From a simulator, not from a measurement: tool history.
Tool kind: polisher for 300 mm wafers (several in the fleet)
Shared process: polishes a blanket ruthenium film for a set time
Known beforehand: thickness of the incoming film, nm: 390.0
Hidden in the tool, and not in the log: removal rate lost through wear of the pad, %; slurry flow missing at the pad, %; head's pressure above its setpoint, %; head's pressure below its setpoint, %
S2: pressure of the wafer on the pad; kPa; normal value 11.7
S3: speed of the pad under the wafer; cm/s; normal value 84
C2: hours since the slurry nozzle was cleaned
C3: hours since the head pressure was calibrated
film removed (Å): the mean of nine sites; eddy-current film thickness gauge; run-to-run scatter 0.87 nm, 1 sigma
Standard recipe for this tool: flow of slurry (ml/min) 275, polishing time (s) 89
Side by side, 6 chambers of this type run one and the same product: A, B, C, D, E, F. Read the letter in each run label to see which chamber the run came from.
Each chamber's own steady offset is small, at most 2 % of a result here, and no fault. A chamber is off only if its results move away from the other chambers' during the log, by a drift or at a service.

{"hour": 3.5, "done": "chamber B: worn pad replaced by a new one"}
{"run": "1F", "hour": 12.0, "flow of slurry (ml/min)": 275, "S2": 11.7, "S3": 84, "polishing time (s)": 89, "wafers polished on this pad": 1228, "C2": 349.2, "C3": 481.7, "film removed (Å)": 768.28}
{"hour": 13.0, "done": "chamber F: worn pad replaced by a new one"}
{"hour": 15.3, "done": "chamber A: slurry nozzle cleaned"}
{"run": "2B", "hour": 21.0, "flow of slurry (ml/min)": 275, "S2": 11.7, "S3": 84, "polishing time (s)": 89, "wafers polished on this pad": 204, "C2": 212.2, "C3": 711.8, "film removed (Å)": 765.44}
{"run": "3D", "hour": 31.4, "flow of slurry (ml/min)": 275, "S2": 11.7, "S3": 84, "polishing time (s)": 89, "wafers polished on this pad": 528, "C2": 284.6, "C3": 231.5, "film removed (Å)": 799.27}
{"run": "4E", "hour": 44.3, "flow of slurry (ml/min)": 275, "S2": 11.7, "S3": 84, "polishing time (s)": 89, "wafers polished on this pad": 697, "C2": 141.1, "C3": 359.6, "film removed (Å)": 787.21}
{"run": "5C", "hour": 55.3, "flow of slurry (ml/min)": 275, "S2": 11.7, "S3": 84, "polishing time (s)": 89, "wafers polished on this pad": 882, "C2": 229.0, "C3": 151.9, "film removed (Å)": 770.52}
{"hour": 66.1, "done": "chamber C: worn pad replaced by a new one"}
{"run": "6A", "hour": 70.5, "flow of slurry (ml/min)": 275, "S2": 11.7, "S3": 84, "polishing time (s)": 89, "wafers polished on this pad": 853, "C2": 55.2, "C3": 948.5, "film removed (Å)": 767.23}
{"hour": 72.6, "done": "chamber A: worn pad replaced by a new one"}
{"hour": 79.9, "done": "chamber E: worn pad replaced by a new one"}
{"hour": 82.6, "done": "chamber D: worn pad replaced by a new one"}
{"run": "7A", "hour": 84.6, "flow of slurry (ml/min)": 275, "S2": 11.7, "S3": 84, "polishing time (s)": 89, "wafers polished on this pad": 139, "C2": 69.3, "C3": 962.6, "film removed (Å)": 773.24}
{"run": "8D", "hour": 92.7, "flow of slurry (ml/min)": 275, "S2": 11.7, "S3": 84, "polishing time (s)": 89, "wafers polished on this pad": 118, "C2": 345.9, "C3": 292.8, "film removed (Å)": 777.89}
{"hour": 105.0, "done": "chamber B: worn pad replaced by a new one"}
{"run": "9C", "hour": 106.6, "flow of slurry (ml/min)": 275, "S2": 11.7, "S3": 84, "polishing time (s)": 89, "wafers polished on this pad": 471, "C2": 280.3, "C3": 203.2, "film removed (Å)": 765.09}
{"hour": 107.1, "done": "chamber E: slurry nozzle cleaned"}
{"run": "10F", "hour": 115.5, "flow of slurry (ml/min)": 275, "S2": 11.7, "S3": 84, "polishing time (s)": 89, "wafers polished on this pad": 1193, "C2": 452.7, "C3": 585.2, "film removed (Å)": 800.08}
{"hour": 119.7, "done": "chamber F: worn pad replaced by a new one"}
{"run": "11B", "hour": 122.2, "flow of slurry (ml/min)": 275, "S2": 11.7, "S3": 84, "polishing time (s)": 89, "wafers polished on this pad": 200, "C2": 313.4, "C3": 813.0, "film removed (Å)": 764.07}
{"run": "12E", "hour": 129.4, "flow of slurry (ml/min)": 275, "S2": 11.7, "S3": 84, "polishing time (s)": 89, "wafers polished on this pad": 576, "C2": 22.3, "C3": 444.7, "film removed (Å)": 761.98}
{"hour": 131.0, "done": "chamber F: head pressure recalibrated"}
{"run": "13D", "hour": 141.4, "flow of slurry (ml/min)": 200, "S2": 9.7, "S3": 84, "polishing time (s)": 89, "wafers polished on this pad": 684, "C2": 394.6, "C3": 341.5, "film removed (Å)": 621.93}
{"hour": 144.9, "done": "chamber A: worn pad replaced by a new one"}
{"hour": 147.8, "done": "chamber F: slurry nozzle cleaned"}
{"run": "14E", "hour": 155.0, "flow of slurry (ml/min)": 200, "S2": 9.7, "S3": 84, "polishing time (s)": 89, "wafers polished on this pad": 874, "C2": 47.9, "C3": 470.3, "film removed (Å)": 599.78}
{"hour": 155.9, "done": "chamber C: worn pad replaced by a new one"}
{"run": "15B", "hour": 169.6, "flow of slurry (ml/min)": 200, "S2": 9.7, "S3": 84, "polishing time (s)": 89, "wafers polished on this pad": 752, "C2": 360.8, "C3": 860.4, "film removed (Å)": 603.58}
{"hour": 170.7, "done": "chamber D: worn pad replaced by a new one"}
{"hour": 175.3, "done": "chamber E: worn pad replaced by a new one"}
{"run": "16A", "hour": 181.8, "flow of slurry (ml/min)": 200, "S2": 9.7, "S3": 84, "polishing time (s)": 89, "wafers polished on this pad": 429, "C2": 166.5, "C3": 1059.8, "film removed (Å)": 620.05}
{"run": "17C", "hour": 197.1, "flow of slurry (ml/min)": 200, "S2": 9.7, "S3": 84, "polishing time (s)": 89, "wafers polished on this pad": 480, "C2": 370.8, "C3": 293.7, "film removed (Å)": 598.67}
{"hour": 201.3, "done": "chamber B: worn pad replaced by a new one"}
{"run": "18F", "hour": 204.8, "flow of slurry (ml/min)": 200, "S2": 9.7, "S3": 84, "polishing time (s)": 89, "wafers polished on this pad": 991, "C2": 57.1, "C3": 73.9, "film removed (Å)": 628.24}
{"run": "19B", "hour": 218.5, "flow of slurry (ml/min)": 275, "S2": 11.7, "S3": 84, "polishing time (s)": 89, "wafers polished on this pad": 201, "C2": 409.7, "C3": 909.3, "film removed (Å)": 765.04}
{"run": "20D", "hour": 225.7, "flow of slurry (ml/min)": 210, "S2": 11.7, "S3": 84, "polishing time (s)": 89, "wafers polished on this pad": 640, "C2": 478.9, "C3": 425.8, "film removed (Å)": 769.84}
{"hour": 226.9, "done": "chamber C: worn pad replaced by a new one"}
{"hour": 234.0, "done": "chamber A: head pressure recalibrated"}
{"hour": 234.4, "done": "chamber A: worn pad replaced by a new one"}
{"run": "21A", "hour": 237.6, "flow of slurry (ml/min)": 210, "S2": 11.7, "S3": 84, "polishing time (s)": 89, "wafers polished on this pad": 38, "C2": 222.3, "C3": 3.7, "film removed (Å)": 752.48}
{"hour": 243.9, "done": "chamber F: worn pad replaced by a new one"}
{"run": "22C", "hour": 251.4, "flow of slurry (ml/min)": 210, "S2": 11.7, "S3": 84, "polishing time (s)": 89, "wafers polished on this pad": 286, "C2": 425.1, "C3": 348.0, "film removed (Å)": 728.52}
{"run": "23E", "hour": 262.5, "flow of slurry (ml/min)": 210, "S2": 11.7, "S3": 84, "polishing time (s)": 89, "wafers polished on this pad": 1014, "C2": 155.4, "C3": 577.8, "film removed (Å)": 698.53}
{"hour": 268.9, "done": "chamber D: worn pad replaced by a new one"}
{"run": "24F", "hour": 269.9, "flow of slurry (ml/min)": 210, "S2": 11.7, "S3": 84, "polishing time (s)": 89, "wafers polished on this pad": 302, "C2": 122.2, "C3": 139.0, "film removed (Å)": 771.35}
{"hour": 278.5, "done": "chamber B: slurry nozzle cleaned"}
{"run": "25B", "hour": 278.5, "flow of slurry (ml/min)": 210, "S2": 11.7, "S3": 84, "polishing time (s)": 89, "wafers polished on this pad": 899, "C2": 0.0, "C3": 969.3, "film removed (Å)": 759.65}
{"hour": 280.4, "done": "chamber C: slurry nozzle cleaned"}
{"hour": 281.0, "done": "chamber B: worn pad replaced by a new one"}
{"hour": 285.6, "done": "chamber E: worn pad replaced by a new one"}
{"run": "26C", "hour": 287.5, "flow of slurry (ml/min)": 275, "S2": 11.7, "S3": 84, "polishing time (s)": 89, "wafers polished on this pad": 706, "C2": 7.1, "C3": 384.1, "film removed (Å)": 784.45}
{"run": "27D", "hour": 294.6, "flow of slurry (ml/min)": 275, "S2": 11.7, "S3": 84, "polishing time (s)": 89, "wafers polished on this pad": 299, "C2": 547.8, "C3": 494.7, "film removed (Å)": 773.61}
{"hour": 297.9, "done": "chamber E: slurry nozzle cleaned"}
{"run": "28E", "hour": 305.2, "flow of slurry (ml/min)": 275, "S2": 11.7, "S3": 84, "polishing time (s)": 89, "wafers polished on this pad": 228, "C2": 7.3, "C3": 620.5, "film removed (Å)": 721.68}
{"hour": 308.0, "done": "chamber C: worn pad replaced by a new one"}
{"run": "29A", "hour": 315.1, "flow of slurry (ml/min)": 275, "S2": 11.7, "S3": 84, "polishing time (s)": 89, "wafers polished on this pad": 940, "C2": 299.8, "C3": 81.2, "film removed (Å)": 762.81}
{"hour": 319.3, "done": "chamber A: worn pad replaced by a new one"}
{"run": "30F", "hour": 325.8, "flow of slurry (ml/min)": 275, "S2": 11.7, "S3": 84, "polishing time (s)": 89, "wafers polished on this pad": 953, "C2": 178.1, "C3": 194.9, "film removed (Å)": 780.21}
{"run": "31B", "hour": 339.0, "flow of slurry (ml/min)": 275, "S2": 11.7, "S3": 84, "polishing time (s)": 89, "wafers polished on this pad": 674, "C2": 60.5, "C3": 1029.8, "film removed (Å)": 787.25}
{"hour": 344.0, "done": "chamber A: slurry nozzle cleaned"}
{"run": "32F", "hour": 346.3, "flow of slurry (ml/min)": 275, "S2": 11.7, "S3": 84, "polishing time (s)": 89, "wafers polished on this pad": 1191, "C2": 198.6, "C3": 215.4, "film removed (Å)": 779.54}
{"hour": 354.7, "done": "chamber D: worn pad replaced by a new one"}
{"run": "33A", "hour": 357.8, "flow of slurry (ml/min)": 275, "S2": 11.7, "S3": 84, "polishing time (s)": 89, "wafers polished on this pad": 448, "C2": 13.9, "C3": 123.9, "film removed (Å)": 779.97}
{"run": "34C", "hour": 368.4, "flow of slurry (ml/min)": 275, "S2": 9.0, "S3": 102, "polishing time (s)": 89, "wafers polished on this pad": 703, "C2": 88.0, "C3": 465.0, "film removed (Å)": 709.36}
{"hour": 381.1, "done": "chamber E: worn pad replaced by a new one"}
{"run": "35E", "hour": 381.3, "flow of slurry (ml/min)": 275, "S2": 9.0, "S3": 102, "polishing time (s)": 89, "wafers polished on this pad": 3, "C2": 83.4, "C3": 696.6, "film removed (Å)": 655.37}
{"run": "36D", "hour": 393.1, "flow of slurry (ml/min)": 275, "S2": 9.0, "S3": 102, "polishing time (s)": 89, "wafers polished on this pad": 447, "C2": 646.3, "C3": 593.2, "film removed (Å)": 727.22}
{"hour": 395.4, "done": "chamber A: worn pad replaced by a new one"}
{"run": "37D", "hour": 402.5, "flow of slurry (ml/min)": 275, "S2": 9.0, "S3": 102, "polishing time (s)": 89, "wafers polished on this pad": 557, "C2": 655.7, "C3": 602.6, "film removed (Å)": 720.73}
{"run": "38A", "hour": 416.3, "flow of slurry (ml/min)": 275, "S2": 9.0, "S3": 102, "polishing time (s)": 89, "wafers polished on this pad": 244, "C2": 72.4, "C3": 182.4, "film removed (Å)": 716.52}

Is one chamber out of step, is the gauge drifting, or do the chambers differ by no more than their own small offsets? For an off chamber, give its letter and the likeliest cause.

Little by little, chamber E moves away from the other chambers.
Most likely cause: head's pressure below its setpoint, % = 12.2.

Chamber E could run next with any of the 4 candidate recipes listed below; each alters the usual settings, and their results appear as question marks. Which one brings its results back in line with what the other chambers deliver on the usual settings?
Counts as in line when no further than this from what the other chambers average on the usual settings: film removed (Å) 30.00
{"run": "39E-1", "hour": 427.3, "flow of slurry (ml/min)": 275, "S2": 11.0, "S3": 82, "polishing time (s)": 86, "film removed (Å)": "?"}
{"run": "39E-2", "hour": 427.3, "flow of slurry (ml/min)": 275, "S2": 12.4, "S3": 86, "polishing time (s)": 92, "film removed (Å)": "?"}
{"run": "39E-3", "hour": 427.3, "flow of slurry (ml/min)": 275, "S2": 11.7, "S3": 86, "polishing time (s)": 90, "film removed (Å)": "?"}
{"run": "39E-4", "hour": 427.3, "flow of slurry (ml/min)": 275, "S2": 11.7, "S3": 82, "polishing time (s)": 89, "film removed (Å)": "?"}

What the other chambers average on the usual settings: film removed (Å) 777.54
run=39E-1 film_removed_(Å)=606.71
run=39E-2 film_removed_(Å)=766.97
run=39E-3 film_removed_(Å)=708.28
run=39E-4 film_removed_(Å)=667.46
The answer is 39E-2, which returns the chamber to within the allowed miss of the others.
